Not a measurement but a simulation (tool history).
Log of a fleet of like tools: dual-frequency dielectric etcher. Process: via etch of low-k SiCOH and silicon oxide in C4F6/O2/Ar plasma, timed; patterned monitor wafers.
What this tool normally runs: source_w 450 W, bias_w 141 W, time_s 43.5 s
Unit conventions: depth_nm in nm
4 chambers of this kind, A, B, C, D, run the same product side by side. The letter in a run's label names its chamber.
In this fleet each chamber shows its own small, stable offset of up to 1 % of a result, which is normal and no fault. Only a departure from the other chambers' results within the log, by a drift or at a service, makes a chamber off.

run	hour	source_w	bias_w	time_s	hours since the last wet clean	hours since the last source power generator calibration	hours since the last bias power generator calibration	read-back reference wafer on the same gauge, depth_nm	depth_nm
1C	2.5	450	141	43.5	143.8	5043.2	260.7	91.010	109.880
2A	6.3	450	141	43.5	72.8	3102.0	2078.9	91.002	111.230
3B	8.3	450	141	43.5	425.9	905.0	53.6	91.049	109.700
4D	11.6	450	141	43.5	84.4	400.9	4341.2	90.993	109.830
5D	15.7	450	141	33.5	88.5	405.0	4345.3	90.977	84.259
6A	19.7	450	141	33.5	86.2	3115.4	2092.3	91.011	85.719
7B	23.7	450	141	33.5	441.3	920.4	69.0	90.927	84.316
8C	27.8	450	141	33.5	169.1	5068.5	286.0	90.994	84.611
9A	31.4	450	141	43.5	97.9	3127.1	2104.0	90.962	111.120
10D	34.8	450	141	53.5	107.6	424.1	4364.4	90.982	135.080
11C	37.2	450	141	53.5	178.5	5077.9	295.4	90.967	134.850
12B	40.8	450	141	53.5	458.4	937.5	86.1	91.006	135.140
13B	44.5	450	141	53.5	462.1	941.2	89.8	90.973	134.990
14D	46.5	450	141	43.5	119.3	435.8	4376.1	91.057	110.020
15C	49.7	550	129	43.5	191.0	5090.4	307.9	91.028	116.180
16A	52.7	550	129	43.5	119.2	3148.4	2125.3	91.018	117.450
17B	57.0	550	129	43.5	474.6	953.7	102.3	90.937	115.900
18C	61.1	550	129	43.5	202.4	5101.8	319.3	91.020	115.880
19A	63.0	450	141	43.5	129.5	3158.7	2135.6	91.041	110.810
20D	67.0	450	141	43.5	139.8	456.3	4396.6	91.078	110.260
21A	70.4	450	141	43.5	136.9	3166.1	2143.0	90.914	110.990
# hour 72.3: chamber B: wet clean of the chamber
22D	72.9	450	141	43.5	145.7	462.2	4402.5	91.012	109.150
23C	75.9	450	141	43.5	217.2	5116.6	334.1	90.950	109.750
24B	78.6	450	141	43.5	6.3	975.3	123.9	91.018	109.900
25A	80.9	450	141	55.5	147.4	3176.6	2153.5	91.009	141.830
26B	84.1	450	141	55.5	11.8	980.8	129.4	90.963	140.080
27D	87.8	450	141	55.5	160.6	477.1	4417.4	90.942	139.930
# hour 89.5: chamber C: source power generator calibrated
28C	91.3	450	141	55.5	232.6	1.8	349.5	90.997	139.860
29C	93.5	400	141	43.5	234.8	4.0	351.7	90.994	105.390
30D	96.4	400	141	43.5	169.2	485.7	4426.0	90.955	104.920
31B	99.1	400	141	43.5	26.8	995.8	144.4	90.988	104.860
32A	102.3	400	141	43.5	168.8	3198.0	2174.9	91.038	106.120
33D	104.4	450	141	43.5	177.2	493.7	4434.0	90.970	109.870
34A	107.8	450	141	43.5	174.3	3203.5	2180.4	91.047	110.780
35C	110.4	450	141	43.5	251.7	20.9	368.6	91.022	110.510
36B	114.0	450	141	43.5	41.7	1010.7	159.3	91.006	109.930
37A	117.3	450	141	43.5	183.8	3213.0	2189.9	90.981	110.880
38B	120.5	450	141	43.5	48.2	1017.2	165.8	90.953	109.550
39C	124.6	450	141	43.5	265.9	35.1	382.8	90.996	110.080
40D	126.8	450	141	43.5	199.6	516.1	4456.4	90.952	109.520
41A	129.6	450	141	43.5	196.1	3225.3	2202.2	90.996	110.860
42D	131.8	450	141	43.5	204.6	521.1	4461.4	91.065	109.910

For the next run the whole fleet of 4 chambers uses the same settings. Give each chamber's results:
43A	135.0	450	141	43.5					?
43B	135.0	450	141	43.5					?
43C	135.0	450	141	43.5					?
43D	135.0	450	141	43.5					?

run	depth_nm
43A	111.260
43B	110.000
43C	109.730
43D	109.690
